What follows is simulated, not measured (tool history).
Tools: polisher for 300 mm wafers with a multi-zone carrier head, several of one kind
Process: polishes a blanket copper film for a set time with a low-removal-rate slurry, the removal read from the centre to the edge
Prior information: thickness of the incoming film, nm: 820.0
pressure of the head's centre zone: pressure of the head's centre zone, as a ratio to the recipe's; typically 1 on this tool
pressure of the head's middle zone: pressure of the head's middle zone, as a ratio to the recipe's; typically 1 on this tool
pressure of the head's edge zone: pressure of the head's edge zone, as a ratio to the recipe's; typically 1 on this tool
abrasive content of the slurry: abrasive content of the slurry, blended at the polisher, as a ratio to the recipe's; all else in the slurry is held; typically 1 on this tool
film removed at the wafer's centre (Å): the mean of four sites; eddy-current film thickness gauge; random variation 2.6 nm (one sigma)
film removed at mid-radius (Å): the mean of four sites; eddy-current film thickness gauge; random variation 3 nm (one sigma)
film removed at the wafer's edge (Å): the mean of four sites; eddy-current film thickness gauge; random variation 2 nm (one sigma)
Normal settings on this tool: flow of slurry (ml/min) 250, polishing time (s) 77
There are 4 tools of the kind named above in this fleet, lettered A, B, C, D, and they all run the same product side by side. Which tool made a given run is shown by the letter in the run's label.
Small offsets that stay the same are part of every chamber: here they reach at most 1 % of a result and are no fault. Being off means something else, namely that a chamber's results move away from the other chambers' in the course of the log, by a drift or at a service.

run	hour	flow of slurry (ml/min)	pressure of the head's centre zone	pressure of the head's middle zone	pressure of the head's edge zone	abrasive content of the slurry	polishing time (s)	wafers polished on this pad	hours since the slurry nozzle was cleaned	hours since the centre zone pressure was calibrated	hours since the edge zone pressure was calibrated	film removed at the wafer's centre (Å)	film removed at mid-radius (Å)	film removed at the wafer's edge (Å)
1B	6	250	1	1	1	1	77	960	130.2	177.2	579.1	2539.9	2547.3	2504.2
2D	9.9	250	1	1	1	1	77	586	333.7	871.2	33.6	2511.3	2564.6	2518.2
3A	12.8	250	1	1	1	1	77	632	144.3	208	491.7	2526.3	2503.2	2572
4C	16.5	250	1	1	1	1	77	491	263.2	886.1	126.2	2584.3	2494.9	2522
5A	21	250	1	1	1	1	77	674	152.5	216.2	499.9	2530.2	2537.4	2528.7
6D	23.8	250	1	1	1	1	77	657	347.6	885.1	47.5	2474.6	2551.9	2526.7
7B	29.5	250	1	1	1.05	1	77	1080	153.7	200.7	602.6	2575.3	2459.6	2557.8
8C	33	250	1	1	1.05	1	77	575	279.7	902.6	142.7	2567.5	2551.7	2577.5
9D	39.1	250	1	1	1.05	1	77	735	362.9	900.4	62.8	2485	2527.2	2545.4
10C	44.4	250	1	1	1.05	1	77	633	291.1	914	154.1	2528.4	2547.6	2553.2
11B	49.9	250	1	1	1	0.8	77	1184	174.1	221.1	623	2375.6	2443.1	2428.5
12A	53.9	250	1	1	1	0.8	77	842	185.4	249.1	532.8	2418.1	2421.6	2417.4
13A	57.6	250	1	1	1	0.8	77	861	189.1	252.8	536.5	2441.9	2410.4	2403.9
14B	61.9	250	1	1	1	0.8	77	1245	186.1	233.1	635	2407	2344.8	2404.6
15D	67	250	1	1	1	1	77	877	390.8	928.3	90.7	2562	2575.5	2553.6
16C	69.8	250	1	1	1	1	77	762	316.5	939.4	179.5	2486	2463.3	2469.6
17D	75.5	250	1	1	1	1	77	920	399.3	936.8	99.2	2537	2537.4	2503.4
18B	81.2	250	1	1	1	1	77	1343	205.4	252.4	654.3	2497.8	2473.7	2528.4
19C	83.8	250	1	1	1	1	77	833	330.5	953.4	193.5	2472.4	2451	2465.8
20A	89.6	250	1	1	0.93	1	77	1023	221.1	284.8	568.5	2529.9	2476.2	2465.9
# hour 90.9: chamber B: worn pad replaced by a new one
# hour 91.8: chamber D: worn pad replaced by a new one
21B	94	250	1	1	0.93	1	77	15	218.2	265.2	667.1	2568.1	2533.8	2413.4
22A	98.5	250	1	1	0.93	1	77	1069	230	293.7	577.4	2553.8	2510.1	2466.1
# hour 100.3: chamber C: centre zone pressure recalibrated
23D	101.2	250	1	1	0.93	1	77	48	425	962.5	124.9	2581.6	2532.3	2429.5
24C	106.1	250	1	1	1	1	77	947	352.8	5.9	215.8	2476.5	2439.7	2439.5
25C	111.7	250	1	1	1	1	77	975	358.4	11.5	221.4	2443.4	2462.2	2408.1
26D	114.4	250	1	1	1	1	77	115	438.2	975.7	138.1	2536.6	2554	2518.5
27A	119.4	250	1	1	1	1	77	1175	250.9	314.6	598.3	2489.7	2519.5	2526.7
# hour 121.5: chamber A: worn pad replaced by a new one
28B	123	250	1	1	1	1	77	163	247.2	294.2	696.1	2538.1	2517.5	2501.7
29C	127.8	250	1	1	1	1	77	1057	374.5	27.6	237.5	2354.1	2409.1	2398.7
30A	131.7	250	1	1	1	1	77	52	263.2	326.9	610.6	2537.1	2482	2570.4
31D	136	250	1	1	1	1	77	225	459.8	997.3	159.7	2520.5	2523.6	2543.8
32B	140.1	250	1	1	1	1.15	77	250	264.3	311.3	713.2	2550.6	2625.3	2576.5
33A	144.9	250	1	1	1	1.15	77	119	276.4	340.1	623.8	2600.7	2659.8	2654.2
34D	147.7	250	1	1	1	1.15	77	284	471.5	1009	171.4	2594	2571.9	2555.1
35B	151.7	250	1	1	1	1.15	77	309	275.9	322.9	724.8	2643.7	2640.7	2571.7
36C	155	250	1	1	1	1	77	1196	401.7	54.8	264.7	2388.1	2369.6	2413.3
37A	158.8	250	1	1	1	1	77	190	290.3	354	637.7	2496.1	2510.8	2576

Read the log: is a single chamber off, either drifting away or since a service, is the gauge that measures every chamber drifting, or is nothing wrong beyond small per-chamber offsets? Name any odd chamber and what most likely caused it.

One chamber, C, drifts off from the rest bit by bit.
Cause: removal rate lost through wear of the pad, % = 6.38.
The log may not separate it from: slurry flow missing at the pad, %.

Which of the 4 candidates below, each the usual settings with something changed and its results left as question marks, puts chamber C back in line with what the other chambers give on the usual settings?
Allowed miss from the other chambers' usual-settings mean, per result, to count as in line: film removed at the wafer's centre (Å) 91; film removed at mid-radius (Å) 110; film removed at the wafer's edge (Å) 69
38C-1	163.1	250	1	1	1	1	82					?	?	?
38C-2	163.1	250	1	1	1	1	76					?	?	?
38C-3	163.1	250	1	1	1	1	78					?	?	?
38C-4	163.1	250	1	1	1	1	72					?	?	?

Other chambers, usual settings, mean: film removed at the wafer's centre (Å) 2528.1; film removed at mid-radius (Å) 2522.3; film removed at the wafer's edge (Å) 2525.5
run	film removed at the wafer's centre (Å)	film removed at mid-radius (Å)	film removed at the wafer's edge (Å)
38C-1	2525.5	2527.5	2530.6
38C-2	2340.7	2342.5	2345.4
38C-3	2402.3	2404.2	2407.1
38C-4	2217.5	2219.2	2222
It is 38C-1 that realigns the chamber with its peers.

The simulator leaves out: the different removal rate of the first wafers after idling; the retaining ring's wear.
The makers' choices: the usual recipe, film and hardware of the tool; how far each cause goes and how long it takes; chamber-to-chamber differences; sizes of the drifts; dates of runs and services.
